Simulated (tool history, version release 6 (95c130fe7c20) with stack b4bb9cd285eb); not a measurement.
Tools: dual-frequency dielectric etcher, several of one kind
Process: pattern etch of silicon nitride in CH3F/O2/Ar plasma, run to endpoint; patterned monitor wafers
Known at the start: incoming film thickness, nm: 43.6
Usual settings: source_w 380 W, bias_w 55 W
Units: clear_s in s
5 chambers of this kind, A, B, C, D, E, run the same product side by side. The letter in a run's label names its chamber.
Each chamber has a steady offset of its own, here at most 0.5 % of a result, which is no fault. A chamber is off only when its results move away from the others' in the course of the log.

| run | hour | source_w | bias_w | clear_s |
|---|---|---|---|---|
| 1D | 11.4 | 380 | 55 | 69.725 |
|  | 14.1 | chamber D: source power generator calibrated |
| 2E | 18.2 | 380 | 55 | 70.129 |
| 3B | 27.1 | 380 | 55 | 70.504 |
| 4C | 38 | 380 | 55 | 70.485 |
| 5A | 49.8 | 380 | 55 | 70.213 |
| 6A | 60.2 | 380 | 55 | 70.344 |
| 7B | 73.3 | 380 | 55 | 70.535 |
| 8E | 80.2 | 380 | 55 | 70.197 |
| 9C | 90.4 | 380 | 55 | 69.85 |
| 10D | 98.2 | 380 | 55 | 70.242 |
|  | 105.2 | chamber E: wet clean of the chamber |
| 11C | 113.4 | 380 | 55 | 70.235 |
| 12D | 123.4 | 380 | 55 | 70.268 |
| 13A | 130.9 | 380 | 55 | 70.346 |
|  | 141.1 | chamber A: wet clean of the chamber |
| 14E | 145.6 | 380 | 55 | 70.404 |
| 15B | 156.8 | 380 | 55 | 70.731 |
| 16E | 170 | 380 | 68 | 65.226 |
| 17D | 184.2 | 380 | 68 | 65.579 |
| 18C | 198.5 | 380 | 68 | 65.226 |
| 19A | 211.8 | 380 | 68 | 64.053 |
| 20B | 222.4 | 380 | 68 | 65.912 |
| 21E | 230.5 | 380 | 55 | 70.332 |
| 22C | 244.9 | 380 | 55 | 69.803 |
| 23A | 251.5 | 380 | 55 | 68.477 |
| 24D | 263.1 | 380 | 55 | 70.428 |
| 25B | 275.6 | 380 | 55 | 71.24 |
|  | 282 | chamber B: wet clean of the chamber |
| 26E | 285.9 | 280 | 67 | 74.249 |
| 27B | 296.9 | 280 | 67 | 74.75 |
| 28D | 306 | 280 | 67 | 73.756 |
| 29C | 313.1 | 280 | 67 | 74.052 |
| 30A | 322.5 | 280 | 67 | 72.187 |
| 31A | 337.7 | 380 | 55 | 68.538 |

What goes on in this fleet: one chamber off, a drifting gauge, or nothing beyond the chambers' own small offsets? Name the chamber and the cause, if any.

A service left chamber A off against the others.
Cause: etch rate over this chamber's usual, % = 2.15.

Here are 4 candidates for chamber A's next run, each the usual settings with a change, their results left as question marks. Which one brings its results back in line with what the others give on the usual settings?
In line means no further than this from the other chambers' mean on the usual settings: clear_s 0.88 s
| 32A-1 | 348.6 | 380 | 51 | ? |
| 32A-2 | 348.6 | 380 | 64 | ? |
| 32A-3 | 348.6 | 350 | 52 | ? |
| 32A-4 | 348.6 | 380 | 59 | ? |

The other chambers' mean on the usual settings: clear_s 70.356 s
| run | clear_s |
|---|---|
| 32A-1 | 70.209 |
| 32A-2 | 65.266 |
| 32A-3 | 72.061 |
| 32A-4 | 67.029 |
32A-1 brings the chamber back in line.

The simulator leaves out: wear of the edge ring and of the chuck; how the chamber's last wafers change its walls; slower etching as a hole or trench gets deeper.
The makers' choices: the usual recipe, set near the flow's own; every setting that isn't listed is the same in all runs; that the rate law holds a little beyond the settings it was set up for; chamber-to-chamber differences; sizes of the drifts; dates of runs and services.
